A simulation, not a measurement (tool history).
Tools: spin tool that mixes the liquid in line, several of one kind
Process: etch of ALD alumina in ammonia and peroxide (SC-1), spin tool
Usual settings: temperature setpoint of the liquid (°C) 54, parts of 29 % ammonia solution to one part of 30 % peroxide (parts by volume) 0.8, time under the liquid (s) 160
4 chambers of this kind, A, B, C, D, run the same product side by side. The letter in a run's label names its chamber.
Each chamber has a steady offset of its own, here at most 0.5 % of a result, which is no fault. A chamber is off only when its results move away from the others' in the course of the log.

| run | hour | temperature setpoint of the liquid (°C) | parts of 29 % ammonia solution to one part of 30 % peroxide (parts by volume) | time under the liquid (s) | read-back film thickness of the ALD alumina reference wafer, read on the same gauge (nm) | thickness taken off the ALD alumina on a monitor wafer (Å) |
|---|---|---|---|---|---|---|
| 1D | 4 | 54 | 0.8 | 160 | 40.001 | 165.64 |
| 2A | 6.7 | 54 | 0.8 | 160 | 40.002 | 165.9 |
| 3B | 9.2 | 54 | 0.8 | 160 | 39.979 | 167.23 |
| 4C | 12.9 | 54 | 0.8 | 160 | 40.004 | 165.09 |
| 5B | 15.6 | 62.5 | 1.05 | 160 | 39.979 | 266.57 |
| 6A | 20.7 | 62.5 | 1.05 | 160 | 39.973 | 264.56 |
| 7C | 25.2 | 62.5 | 1.05 | 160 | 40.007 | 266.61 |
| 8D | 29.3 | 62.5 | 1.05 | 160 | 40.009 | 271.18 |
| 9A | 34.6 | 54 | 0.8 | 160 | 39.968 | 167.49 |
| 10C | 38.4 | 54 | 0.8 | 160 | 39.987 | 162.05 |
| 11B | 40.8 | 54 | 0.8 | 160 | 40.027 | 167.88 |
| 12D | 45.6 | 54 | 0.8 | 160 | 40.017 | 167.02 |
| 13D | 49.1 | 54 | 0.8 | 160 | 39.996 | 166.45 |
| 14B | 54 | 54 | 0.8 | 160 | 39.975 | 162.71 |
| 15C | 58.4 | 54 | 0.8 | 160 | 40.023 | 164.19 |
| 16A | 62.8 | 54 | 0.8 | 160 | 39.99 | 167.37 |
| 17D | 67.6 | 54 | 0.8 | 160 | 39.973 | 165.72 |
| 18B | 72.6 | 54 | 0.8 | 160 | 39.977 | 165.55 |
| 19A | 77.7 | 54 | 0.8 | 160 | 39.995 | 164.46 |
|  | 79.1 | chamber D: new drum of ammonia solution connected |
| 20C | 82 | 45.5 | 0.55 | 160 | 39.991 | 95.708 |
| 21C | 84.7 | 45.5 | 0.55 | 160 | 40.022 | 96.13 |
| 22B | 89 | 45.5 | 0.55 | 160 | 40.017 | 100.5 |
| 23D | 91.4 | 45.5 | 0.55 | 160 | 40.007 | 98.149 |
| 24A | 96 | 54 | 0.8 | 160 | 39.964 | 168 |
| 25B | 99 | 54 | 0.8 | 160 | 40.017 | 166.63 |
| 26A | 101.6 | 54 | 0.8 | 160 | 40.011 | 165.17 |
| 27C | 105.4 | 54 | 0.8 | 160 | 40.026 | 152.63 |
| 28D | 109.9 | 54 | 0.45 | 220 | 40.005 | 214.89 |

What goes on in this fleet: one chamber off, a drifting gauge, or nothing beyond the chambers' own small offsets? Name the chamber and the cause, if any.

Chamber C drifts away from the others.
Cause: temperature lost on the way to the wafer (K) = 1.14.
The log may not tell that from: liquid colder than its thermometer reads (K).

Here are 4 candidates for chamber C's next run, each the usual settings with a change, their results left as question marks. Which one brings its results back in line with what the others give on the usual settings?
In line means no further than this from the other chambers' mean on the usual settings: thickness taken off the ALD alumina on a monitor wafer (Å) 5.6
| 29C-1 | 113.7 | 54 | 0.8 | 180 |  | ? |
| 29C-2 | 113.7 | 54.5 | 0.8 | 165 |  | ? |
| 29C-3 | 113.7 | 53 | 0.8 | 150 |  | ? |
| 29C-4 | 113.7 | 53.5 | 0.8 | 155 |  | ? |

The other chambers' mean on the usual settings: thickness taken off the ALD alumina on a monitor wafer (Å) 166.45
| run | thickness taken off the ALD alumina on a monitor wafer (Å) |
|---|---|
| 29C-1 | 176.51 |
| 29C-2 | 166.13 |
| 29C-3 | 139.42 |
| 29C-4 | 147.95 |
29C-2 brings the chamber back in line.

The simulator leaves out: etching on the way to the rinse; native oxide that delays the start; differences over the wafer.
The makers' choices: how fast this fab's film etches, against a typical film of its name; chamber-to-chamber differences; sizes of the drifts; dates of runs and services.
